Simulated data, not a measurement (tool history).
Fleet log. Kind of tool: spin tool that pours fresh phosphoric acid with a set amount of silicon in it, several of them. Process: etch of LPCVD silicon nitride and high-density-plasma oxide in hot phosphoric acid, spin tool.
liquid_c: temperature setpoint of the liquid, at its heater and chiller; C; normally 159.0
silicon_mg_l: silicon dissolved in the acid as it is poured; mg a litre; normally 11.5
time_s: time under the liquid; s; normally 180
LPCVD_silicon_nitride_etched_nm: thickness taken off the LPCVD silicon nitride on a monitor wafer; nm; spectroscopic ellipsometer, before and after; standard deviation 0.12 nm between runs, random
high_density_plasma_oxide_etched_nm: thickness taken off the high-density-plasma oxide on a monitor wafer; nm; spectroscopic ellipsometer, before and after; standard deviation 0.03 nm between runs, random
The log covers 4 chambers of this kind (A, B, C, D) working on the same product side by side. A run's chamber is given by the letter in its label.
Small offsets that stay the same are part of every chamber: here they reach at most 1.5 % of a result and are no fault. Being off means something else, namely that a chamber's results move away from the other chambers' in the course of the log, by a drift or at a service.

run,day,liquid_c,silicon_mg_l,time_s,hours since the thermometer was replaced,hours since the dissolved silicon flow meter was replaced,hours since the heated supply line was repaired,"read-back film thickness of the LPCVD silicon nitride reference wafer, read on the same gauge (nm)","read-back film thickness of the high-density-plasma oxide reference wafer, read on the same gauge (nm)",LPCVD_silicon_nitride_etched_nm,high_density_plasma_oxide_etched_nm
1D,0.162,159.0,11.5,180,398.9,372.0,828.3,109.95,139.95,13.8640,0.34001
2C,0.279,159.0,11.5,180,129.2,428.3,493.8,110.03,140.06,14.1180,0.30613
3B,0.379,159.0,11.5,180,815.1,441.1,2013.0,109.99,140.00,13.8230,0.28908
4A,0.521,159.0,11.5,180,1233.8,803.7,701.5,110.01,140.01,13.7820,0.28678
5C,0.696,159.0,11.5,180,139.2,438.3,503.8,110.03,140.00,13.8780,0.31489
# day 0.721: chamber B: dissolved silicon flow meter replaced
6B,0.879,159.0,11.5,180,827.1,3.9,2025.0,109.97,140.00,13.8810,0.29444
7A,0.971,159.0,11.5,180,1244.6,814.5,712.3,109.98,139.95,13.9530,0.35291
8D,1.150,159.0,11.5,180,422.6,395.7,852.0,110.03,139.99,13.6910,0.34397
9A,1.317,159.0,11.5,180,1252.9,822.8,720.6,109.98,140.04,13.7740,0.29082
10C,1.400,156.5,8.0,180,156.1,455.2,520.7,110.02,140.05,12.9100,0.30932
11D,1.567,156.5,8.0,180,432.6,405.7,862.0,110.01,140.03,12.8170,0.25052
12B,1.738,156.5,8.0,180,847.7,24.5,2045.6,110.01,140.03,12.6630,0.27839
13A,1.904,156.5,8.0,180,1267.0,836.9,734.7,110.03,139.94,12.7940,0.28042
14B,2.021,159.0,11.5,180,854.5,31.3,2052.4,109.98,140.03,14.1420,0.33943
15C,2.212,159.0,11.5,180,175.6,474.7,540.2,109.99,140.03,13.9140,0.33737
16D,2.317,159.0,11.5,180,450.6,423.7,880.0,109.97,139.99,13.9290,0.31957
17B,2.404,156.5,11.5,230,863.7,40.5,2061.6,110.00,139.95,16.3250,0.28169
18C,2.588,156.5,11.5,230,184.6,483.7,549.2,109.97,140.02,16.2410,0.28422
19D,2.783,156.5,11.5,230,461.8,434.9,891.2,109.99,140.01,16.2750,0.31881
20A,2.967,156.5,11.5,230,1292.5,862.4,760.2,109.99,140.01,16.3160,0.30125
21D,3.108,159.0,11.5,180,469.6,442.7,899.0,110.00,139.98,13.9520,0.26081
22C,3.229,159.0,11.5,180,200.0,499.1,564.6,109.97,140.01,13.8390,0.31031
23B,3.321,159.0,11.5,180,885.7,62.5,2083.6,109.98,140.01,13.8880,0.37228
24A,3.471,159.0,11.5,180,1304.6,874.5,772.3,110.00,140.00,13.5480,0.29612
25A,3.633,159.0,11.5,180,1308.5,878.4,776.2,109.99,140.06,13.8050,0.34103
26D,3.717,159.0,11.5,180,484.2,457.3,913.6,109.98,140.03,13.7930,0.34004
27C,3.812,159.0,11.5,180,214.0,513.1,578.6,110.00,140.07,13.8570,0.33157
28B,3.929,159.0,11.5,180,900.3,77.1,2098.2,110.00,140.01,13.9040,0.31013
29A,4.075,159.0,11.5,180,1319.1,889.0,786.8,110.00,140.01,13.8830,0.31558
30C,4.267,159.0,14.5,110,224.9,524.0,589.5,110.00,140.01,8.5607,0.15962
31D,4.446,159.0,14.5,110,501.7,474.8,931.1,110.00,139.99,8.4859,0.18413
32B,4.542,159.0,14.5,110,915.0,91.8,2112.9,110.02,139.99,8.4636,0.19600
33D,4.633,159.0,14.5,110,506.2,479.3,935.6,110.01,140.01,8.5245,0.15876
34A,4.758,159.0,11.5,180,1335.5,905.4,803.2,109.98,140.04,13.7860,0.29332
35C,4.912,159.0,11.5,180,240.4,539.5,605.0,109.99,139.96,14.0050,0.28547
36B,5.104,159.0,11.5,180,928.5,105.3,2126.4,110.03,140.02,13.8310,0.31490
37B,5.275,159.0,11.5,180,932.6,109.4,2130.5,109.98,139.95,14.1010,0.30592
38D,5.425,159.0,11.5,180,525.2,498.3,954.6,110.01,140.04,13.7380,0.36191
39A,5.554,159.0,11.5,180,1354.6,924.5,822.3,109.99,139.96,13.8060,0.36284

What goes on in this fleet: one chamber off, a drifting gauge, or nothing beyond the chambers' own small offsets? Name the chamber and the cause, if any.

Nothing is wrong: each chamber keeps only its own small, steady offset and the gauge holds still.

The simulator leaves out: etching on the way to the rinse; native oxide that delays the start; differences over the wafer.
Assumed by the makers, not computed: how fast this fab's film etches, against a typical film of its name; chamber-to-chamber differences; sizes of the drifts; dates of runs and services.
